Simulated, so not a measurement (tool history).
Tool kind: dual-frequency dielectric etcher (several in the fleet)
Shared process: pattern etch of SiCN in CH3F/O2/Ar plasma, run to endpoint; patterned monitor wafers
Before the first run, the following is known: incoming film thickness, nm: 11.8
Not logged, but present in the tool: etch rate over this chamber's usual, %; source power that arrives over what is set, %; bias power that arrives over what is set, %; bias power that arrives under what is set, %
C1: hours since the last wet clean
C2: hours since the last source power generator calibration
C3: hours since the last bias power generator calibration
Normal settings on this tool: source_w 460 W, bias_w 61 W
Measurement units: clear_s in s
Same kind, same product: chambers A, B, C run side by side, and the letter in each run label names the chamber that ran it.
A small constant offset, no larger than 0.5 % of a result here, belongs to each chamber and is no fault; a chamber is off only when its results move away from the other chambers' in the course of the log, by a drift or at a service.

{"run": "1A", "day": 0.471, "source_w": 460, "bias_w": 61, "C1": 456.2, "C2": 212.7, "C3": 983.1, "clear_s": 31.095}
{"run": "2C", "day": 1.058, "source_w": 460, "bias_w": 61, "C1": 553.6, "C2": 1909.5, "C3": 328.1, "clear_s": 31.592}
{"run": "3B", "day": 1.396, "source_w": 460, "bias_w": 61, "C1": 352.3, "C2": 521.4, "C3": 425.2, "clear_s": 31.551}
{"day": 1.512, "done": "chamber A: wet clean of the chamber"}
{"run": "4C", "day": 1.829, "source_w": 460, "bias_w": 61, "C1": 572.1, "C2": 1928, "C3": 346.6, "clear_s": 31.603}
{"day": 2.158, "done": "chamber C: wet clean of the chamber"}
{"run": "5A", "day": 2.308, "source_w": 520, "bias_w": 74, "C1": 19.1, "C2": 256.8, "C3": 1027.2, "clear_s": 28.435}
{"run": "6B", "day": 2.679, "source_w": 520, "bias_w": 74, "C1": 383.1, "C2": 552.2, "C3": 456, "clear_s": 28.027}
{"run": "7A", "day": 3.208, "source_w": 520, "bias_w": 74, "C1": 40.7, "C2": 278.4, "C3": 1048.8, "clear_s": 28.264}
{"run": "8C", "day": 3.696, "source_w": 460, "bias_w": 61, "C1": 36.9, "C2": 1972.8, "C3": 391.4, "clear_s": 31.437}
{"run": "9B", "day": 4.262, "source_w": 460, "bias_w": 61, "C1": 421.1, "C2": 590.2, "C3": 494, "clear_s": 31.499}
{"run": "10C", "day": 4.546, "source_w": 460, "bias_w": 61, "C1": 57.3, "C2": 1993.2, "C3": 411.8, "clear_s": 31.889}
{"run": "11B", "day": 5.025, "source_w": 460, "bias_w": 61, "C1": 439.4, "C2": 608.5, "C3": 512.3, "clear_s": 31.223}
{"run": "12A", "day": 5.433, "source_w": 460, "bias_w": 61, "C1": 94.1, "C2": 331.8, "C3": 1102.2, "clear_s": 31.856}
{"run": "13C", "day": 5.988, "source_w": 460, "bias_w": 74, "C1": 91.9, "C2": 2027.8, "C3": 446.4, "clear_s": 29.562}
{"run": "14A", "day": 6.267, "source_w": 460, "bias_w": 74, "C1": 114.1, "C2": 351.8, "C3": 1122.2, "clear_s": 29.544}
{"run": "15B", "day": 6.675, "source_w": 460, "bias_w": 74, "C1": 479, "C2": 648.1, "C3": 551.9, "clear_s": 29.653}
{"day": 6.908, "done": "chamber B: wet clean of the chamber"}
{"run": "16B", "day": 7.162, "source_w": 460, "bias_w": 61, "C1": 6.2, "C2": 659.8, "C3": 563.6, "clear_s": 31.641}
{"run": "17A", "day": 7.583, "source_w": 460, "bias_w": 61, "C1": 145.7, "C2": 383.4, "C3": 1153.8, "clear_s": 31.575}
{"run": "18C", "day": 8.175, "source_w": 460, "bias_w": 50, "C1": 144.4, "C2": 2080.3, "C3": 498.9, "clear_s": 33.963}
{"run": "19B", "day": 8.688, "source_w": 460, "bias_w": 50, "C1": 42.8, "C2": 696.4, "C3": 600.2, "clear_s": 33.654}
{"run": "20C", "day": 8.958, "source_w": 460, "bias_w": 50, "C1": 163.2, "C2": 2099.1, "C3": 517.7, "clear_s": 33.576}
{"run": "21A", "day": 9.217, "source_w": 460, "bias_w": 61, "C1": 184.9, "C2": 422.6, "C3": 1193, "clear_s": 31.674}
{"run": "22C", "day": 9.717, "source_w": 460, "bias_w": 61, "C1": 181.4, "C2": 2117.3, "C3": 535.9, "clear_s": 31.738}
{"run": "23A", "day": 10.021, "source_w": 460, "bias_w": 67, "C1": 204.2, "C2": 441.9, "C3": 1212.3, "clear_s": 30.6}
{"run": "24B", "day": 10.392, "source_w": 460, "bias_w": 67, "C1": 83.7, "C2": 737.3, "C3": 641.1, "clear_s": 30.456}
{"run": "25B", "day": 10.983, "source_w": 460, "bias_w": 67, "C1": 97.9, "C2": 751.5, "C3": 655.3, "clear_s": 30.353}
{"run": "26A", "day": 11.288, "source_w": 460, "bias_w": 61, "C1": 234.6, "C2": 472.3, "C3": 1242.7, "clear_s": 31.595}
{"run": "27C", "day": 11.625, "source_w": 460, "bias_w": 61, "C1": 227.2, "C2": 2163.1, "C3": 581.7, "clear_s": 31.288}
{"run": "28B", "day": 12.108, "source_w": 460, "bias_w": 61, "C1": 124.9, "C2": 778.5, "C3": 682.3, "clear_s": 31.685}
{"run": "29A", "day": 12.462, "source_w": 460, "bias_w": 61, "C1": 262.8, "C2": 500.5, "C3": 1270.9, "clear_s": 31.347}
{"run": "30C", "day": 12.925, "source_w": 460, "bias_w": 61, "C1": 258.4, "C2": 2194.3, "C3": 612.9, "clear_s": 31.736}
{"run": "31B", "day": 13.4, "source_w": 460, "bias_w": 61, "C1": 155.9, "C2": 809.5, "C3": 713.3, "clear_s": 31.665}
{"run": "32C", "day": 13.796, "source_w": 510, "bias_w": 46, "C1": 279.3, "C2": 2215.2, "C3": 633.8, "clear_s": 33.208}
{"run": "33A", "day": 14.354, "source_w": 510, "bias_w": 46, "C1": 308.2, "C2": 545.9, "C3": 1316.3, "clear_s": 32.988}
{"run": "34B", "day": 14.883, "source_w": 510, "bias_w": 46, "C1": 191.5, "C2": 845.1, "C3": 748.9, "clear_s": 33.165}
{"run": "35A", "day": 15.317, "source_w": 460, "bias_w": 61, "C1": 331.3, "C2": 569, "C3": 1339.4, "clear_s": 31.502}
{"run": "36C", "day": 15.788, "source_w": 460, "bias_w": 61, "C1": 327.1, "C2": 2263, "C3": 681.6, "clear_s": 31.807}
{"run": "37C", "day": 16.225, "source_w": 460, "bias_w": 61, "C1": 337.6, "C2": 2273.5, "C3": 692.1, "clear_s": 31.447}
{"run": "38A", "day": 16.646, "source_w": 460, "bias_w": 61, "C1": 363.2, "C2": 600.9, "C3": 1371.3, "clear_s": 31.575}
{"run": "39B", "day": 17.167, "source_w": 460, "bias_w": 61, "C1": 246.3, "C2": 899.9, "C3": 803.7, "clear_s": 31.77}
{"run": "40A", "day": 17.654, "source_w": 460, "bias_w": 61, "C1": 387.4, "C2": 625.1, "C3": 1395.5, "clear_s": 31.8}

Which is it: a chamber that has drifted or been left off by a service, a gauge drift common to all chambers, or only each chamber's usual small offset? If a chamber is off, name it and its likeliest cause.

No chamber is off and the gauge is stable; the differences are just each chamber's small, constant offset.
